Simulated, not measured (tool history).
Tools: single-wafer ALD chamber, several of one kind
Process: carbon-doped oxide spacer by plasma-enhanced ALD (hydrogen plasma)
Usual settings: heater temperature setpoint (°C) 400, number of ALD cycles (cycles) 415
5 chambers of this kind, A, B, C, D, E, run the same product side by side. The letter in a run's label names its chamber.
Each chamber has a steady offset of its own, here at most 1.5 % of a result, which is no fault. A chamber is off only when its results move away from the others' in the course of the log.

run   hour  heater temperature setpoint (°C)  number of ALD cycles (cycles)  read-back reference wafer on the same gauge, thickness_nm  mean film thickness on the monitor wafer (Å)
 1C    7.2                               400                            415                                                     21.102                                        209.42
 2D   19.6                               400                            415                                                     21.107                                         205.1
 3A   25.6                               400                            415                                                     21.114                                         208.6
 4B   35.1                               400                            415                                                     21.107                                        209.17
 5E   42.3                               400                            415                                                     21.112                                        206.53
 6D   51.5                               400                            415                                                     21.113                                        205.76
      59.4  -- chamber A: thermocouple changed; heater temperature recalibrated
 7A   59.6                               400                            415                                                     21.114                                        208.49
 8C     66                               400                            415                                                     21.119                                        209.33
 9E   71.9                               400                            415                                                      21.12                                         206.3
10B   83.4                               400                            415                                                      21.12                                           209
11B   94.2                               400                            415                                                     21.127                                        209.66
12D  101.5                               400                            415                                                      21.13                                        205.86
13A  108.4                               400                            415                                                     21.129                                         209.2
14E  118.1                               390                            376                                                     21.135                                        187.53
15C  127.7                               390                            376                                                     21.137                                        189.68
     128.1  -- chamber D: thermocouple changed; heater temperature recalibrated
16A  138.1                               390                            376                                                     21.144                                        189.51
17D  149.4                               390                            376                                                      21.14                                        186.43
18C  157.9                               390                            376                                                     21.146                                        189.98
19B  169.9                               400                            461                                                     21.155                                         232.2
20E  177.8                               400                            461                                                     21.151                                        229.92
21C  189.1                               400                            461                                                     21.154                                        233.02
22E  199.5                               400                            461                                                     21.162                                        230.49
23B  207.7                               400                            461                                                     21.161                                         232.4
24A    219                               400                            415                                                     21.164                                        208.55
25D  227.4                               400                            415                                                     21.166                                        205.89
26C  237.8                               400                            415                                                     21.171                                        209.84
27D  243.9                               400                            415                                                     21.165                                        205.73
28A  250.1                               400                            415                                                     21.177                                        209.45
29E  256.8                               400                            415                                                     21.173                                        207.31
30B  265.5                               413                            387                                                     21.176                                        188.43
31A  275.3                               413                            387                                                     21.182                                        187.18
32E    282                               413                            387                                                     21.181                                        185.82
33D  287.7                               413                            387                                                     21.178                                           185
34C  299.5                               413                            387                                                     21.183                                        187.81
35B  310.5                               400                            415                                                     21.185                                        209.82
36B  321.7                               408                            415                                                     21.198                                        204.83
37E  327.1                               408                            415                                                      21.19                                        202.68
38C  333.5                               408                            415                                                     21.192                                        204.88
39D  339.6                               408                            415                                                     21.192                                        201.61
40A    346                               408                            415                                                     21.192                                        204.45
41C  356.4                               400                            415                                                     21.203                                        210.65
42D  365.1                               400                            415                                                     21.198                                        206.54
43B  373.2                               400                            415                                                     21.214                                        210.13
44A  379.1                               400                            415                                                     21.202                                         209.4

All 5 chambers run these settings next. Forecast each chamber's results:
45A   388                               400                            345                                                                                                        ?
45B   388                               400                            345                                                                                                        ?
45C   388                               400                            345                                                                                                        ?
45D   388                               400                            345                                                                                                        ?
45E   388                               400                            345                                                                                                        ?

run  mean film thickness on the monitor wafer (Å)
45A                                        173.97
45B                                        175.01
45C                                        174.91
45D                                        172.13
45E                                        172.51

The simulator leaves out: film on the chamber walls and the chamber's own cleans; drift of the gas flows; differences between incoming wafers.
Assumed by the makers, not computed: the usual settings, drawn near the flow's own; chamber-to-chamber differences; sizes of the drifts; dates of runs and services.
